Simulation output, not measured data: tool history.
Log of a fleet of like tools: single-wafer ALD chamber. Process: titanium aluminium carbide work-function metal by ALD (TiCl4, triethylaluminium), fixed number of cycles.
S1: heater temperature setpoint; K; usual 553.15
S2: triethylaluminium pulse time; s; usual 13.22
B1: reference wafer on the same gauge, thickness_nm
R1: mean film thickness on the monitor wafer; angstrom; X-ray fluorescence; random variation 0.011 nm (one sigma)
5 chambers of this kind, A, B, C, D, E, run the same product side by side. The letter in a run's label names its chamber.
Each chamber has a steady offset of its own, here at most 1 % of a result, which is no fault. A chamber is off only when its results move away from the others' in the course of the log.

run   hour      S1     S2      B1      R1
 1D    9.5  553.15  13.22  2.2115  18.411
 2E   19.5  553.15  13.22  2.2082  18.667
      22.4  -- chamber C: triethylaluminium bottle replaced
 3A   30.5  553.15  13.22  2.2114  18.525
 4B   42.5  553.15  13.22  2.2076  18.702
 5C   51.5  553.15  13.22  2.2085  18.717
 6E   62.1  553.15  13.22  2.2131  18.724
 7B   68.6  553.15  13.22   2.209  18.585
 8C     79  553.15  13.22  2.2105  18.504
 9D   90.4  553.15  13.22  2.2086  18.447
10A   98.4  553.15  13.22  2.2095  18.496
      99.3  -- chamber B: thermocouple changed; heater temperature recalibrated
11B  107.7  553.15  13.22  2.2066  18.427
12D  115.5  553.15  13.22  2.2114  18.379
13C  124.3  553.15  13.22  2.2105  18.527
14E  134.7  553.15  13.22  2.2063  18.455
       138  -- chamber D: triethylaluminium bottle replaced
15A    147  553.15  13.22  2.2096  18.536
16A  157.1  553.15  13.22  2.2071  18.414
     164.4  -- chamber E: thermocouple changed; heater temperature recalibrated
17D  165.8  553.15  13.22  2.2078  18.672
18C  172.9  553.15  13.22  2.2111  18.732
19E  185.2  540.15  13.22  2.2116  17.458
20B  193.6  540.15  13.22  2.2121  17.571
21D    202  540.15  13.22   2.211  17.505
22B  215.9  540.15  13.22  2.2086  17.596
23C  222.2  540.15  13.22   2.207  17.543
24E  228.5  553.15  13.22  2.2071  18.801
25A  234.9  553.15  13.22  2.2089  18.599
26E  241.7  553.15  13.22  2.2115  18.681
27C  249.5  553.15  17.38  2.2124  18.731
28B  260.2  553.15  17.38    2.21  18.775
29D  271.3  553.15  17.38  2.2052  18.451
30A  282.6  553.15  17.38   2.211  18.656
31A  296.7  553.15  17.38  2.2092  18.796
32D    304  553.15  13.22  2.2103  18.505
33E  317.8  553.15  13.22  2.2077  18.855
34C  325.4  553.15  13.22  2.2101  18.584
35B  332.4  553.15  13.22  2.2104  18.659
36B  341.9  553.15  13.22  2.2096  18.626
     352.1  -- chamber D: thermocouple changed; heater temperature recalibrated
37A  352.4  564.15   8.81  2.2137  18.635
38C  365.2  564.15   8.81  2.2122  19.002
39E  378.3  564.15   8.81   2.209  18.811
40D  385.4  564.15   8.81  2.2076   18.95
41C  393.2  564.15   8.81  2.2101    18.9
42D  407.5  546.15  13.22   2.211  17.898
43E  415.9  546.15  13.22  2.2094   18.01

What goes on in this fleet: one chamber off, a drifting gauge, or nothing beyond the chambers' own small offsets? Name the chamber and the cause, if any.

No chamber stands off beyond its own small offset, and the gauge holds steady.

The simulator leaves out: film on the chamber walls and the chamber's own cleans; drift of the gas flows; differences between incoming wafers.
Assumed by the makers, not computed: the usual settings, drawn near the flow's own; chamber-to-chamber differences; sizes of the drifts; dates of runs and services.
